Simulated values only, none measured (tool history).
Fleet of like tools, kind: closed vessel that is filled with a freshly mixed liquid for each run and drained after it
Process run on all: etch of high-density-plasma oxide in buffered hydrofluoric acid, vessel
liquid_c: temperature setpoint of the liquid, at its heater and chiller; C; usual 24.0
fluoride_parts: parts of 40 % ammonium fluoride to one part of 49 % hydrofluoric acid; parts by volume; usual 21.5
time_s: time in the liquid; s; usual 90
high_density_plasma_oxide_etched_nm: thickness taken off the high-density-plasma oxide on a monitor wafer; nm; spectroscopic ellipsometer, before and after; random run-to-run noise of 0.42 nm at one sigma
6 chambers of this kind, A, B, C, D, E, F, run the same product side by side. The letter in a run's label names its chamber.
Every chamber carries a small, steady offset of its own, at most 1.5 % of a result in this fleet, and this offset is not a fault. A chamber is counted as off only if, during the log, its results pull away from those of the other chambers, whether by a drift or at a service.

| run | hour | liquid_c | fluoride_parts | time_s | read-back film thickness of the high-density-plasma oxide reference wafer, read on the same gauge (nm) | high_density_plasma_oxide_etched_nm |
|---|---|---|---|---|---|---|
| 1D | 4.5 | 24.0 | 21.5 | 90 | 110.02 | 55.868 |
| 2B | 10.2 | 24.0 | 21.5 | 90 | 109.98 | 57.085 |
| 3A | 13.5 | 24.0 | 21.5 | 90 | 110.01 | 56.218 |
| 4F | 18.0 | 24.0 | 21.5 | 90 | 109.99 | 56.903 |
| 5C | 21.3 | 24.0 | 21.5 | 90 | 109.98 | 56.535 |
| 6E | 27.2 | 24.0 | 21.5 | 90 | 109.99 | 56.711 |
| 7A | 32.8 | 24.0 | 21.5 | 90 | 110.02 | 57.234 |
| 8E | 39.9 | 27.5 | 21.5 | 50 | 110.00 | 37.728 |
| 9D | 44.6 | 27.5 | 21.5 | 50 | 110.00 | 37.936 |
|  | 46.1 | chamber A: hydrofluoric acid flow meter replaced |
| 10B | 51.1 | 27.5 | 21.5 | 50 | 109.96 | 38.229 |
| 11F | 55.2 | 27.5 | 21.5 | 50 | 109.99 | 38.209 |
| 12C | 62.6 | 27.5 | 21.5 | 50 | 110.02 | 38.493 |
|  | 68.2 | chamber F: thermometer replaced |
| 13A | 69.7 | 27.5 | 21.5 | 50 | 109.99 | 37.522 |
| 14F | 76.6 | 24.0 | 21.5 | 90 | 110.00 | 56.645 |
| 15E | 80.2 | 24.0 | 21.5 | 90 | 109.99 | 57.218 |
| 16D | 85.0 | 24.0 | 21.5 | 90 | 110.02 | 56.207 |
|  | 85.2 | chamber C: thermometer replaced |
| 17C | 88.4 | 24.0 | 21.5 | 90 | 110.00 | 56.404 |
| 18B | 93.0 | 24.0 | 21.5 | 90 | 110.00 | 58.398 |
| 19C | 97.6 | 24.0 | 21.5 | 90 | 109.99 | 56.957 |
| 20B | 103.7 | 24.0 | 21.5 | 90 | 110.01 | 57.766 |
| 21E | 109.0 | 24.0 | 21.5 | 90 | 110.01 | 57.596 |
| 22D | 113.0 | 24.0 | 21.5 | 90 | 110.02 | 56.376 |
| 23F | 120.2 | 24.0 | 21.5 | 90 | 109.99 | 56.541 |
| 24A | 127.4 | 24.0 | 21.5 | 90 | 110.02 | 56.328 |
| 25B | 134.2 | 21.5 | 21.5 | 90 | 110.01 | 52.118 |
| 26D | 141.2 | 21.5 | 21.5 | 90 | 110.04 | 48.564 |
| 27F | 145.8 | 21.5 | 21.5 | 90 | 109.99 | 48.872 |
| 28E | 152.3 | 21.5 | 21.5 | 90 | 109.99 | 50.043 |
| 29A | 156.4 | 21.5 | 21.5 | 90 | 109.99 | 49.289 |
| 30C | 162.2 | 21.5 | 21.5 | 90 | 109.96 | 48.875 |
| 31C | 167.7 | 24.0 | 21.5 | 90 | 110.03 | 57.295 |
| 32A | 171.1 | 24.0 | 21.5 | 90 | 109.94 | 56.638 |
| 33D | 177.2 | 24.0 | 21.5 | 90 | 110.00 | 56.425 |
| 34B | 184.5 | 24.0 | 21.5 | 90 | 110.02 | 60.318 |
| 35E | 189.9 | 24.0 | 21.5 | 90 | 110.00 | 57.198 |
| 36F | 193.5 | 19.5 | 21.5 | 75 | 110.02 | 36.505 |
| 37D | 200.1 | 19.5 | 21.5 | 75 | 110.02 | 36.469 |

Does one chamber stand apart from the rest, does the shared gauge drift, or is all well apart from small per-chamber offsets? Give the chamber and the most likely cause, where there is one.

One chamber, B, drifts off from the rest bit by bit.
Likeliest cause: liquid hotter than its thermometer reads (K) = 1.34.
From this log alone, it may not be told apart from: hydrofluoric acid flow above the setpoint (%).

Below are 4 candidate recipes for chamber B's next run, each the usual settings with a change, their results shown as question marks. Which of them brings B's results back in line with what the other chambers give on the usual settings?
To be in line, a result may differ from the other chambers' mean on the usual settings by at most: high_density_plasma_oxide_etched_nm 1.500 nm
| 38B-1 | 205.4 | 22.5 | 21.5 | 90 |  | ? |
| 38B-2 | 205.4 | 23.5 | 22.0 | 90 |  | ? |
| 38B-3 | 205.4 | 24.5 | 21.5 | 95 |  | ? |
| 38B-4 | 205.4 | 24.5 | 21.0 | 90 |  | ? |

Usual-settings mean across the other chambers: high_density_plasma_oxide_etched_nm 56.521 nm
| run | high_density_plasma_oxide_etched_nm |
|---|---|
| 38B-1 | 56.796 |
| 38B-2 | 58.989 |
| 38B-3 | 66.746 |
| 38B-4 | 64.255 |
The right change is 38B-1: it brings the chamber back within the allowed miss of the others.
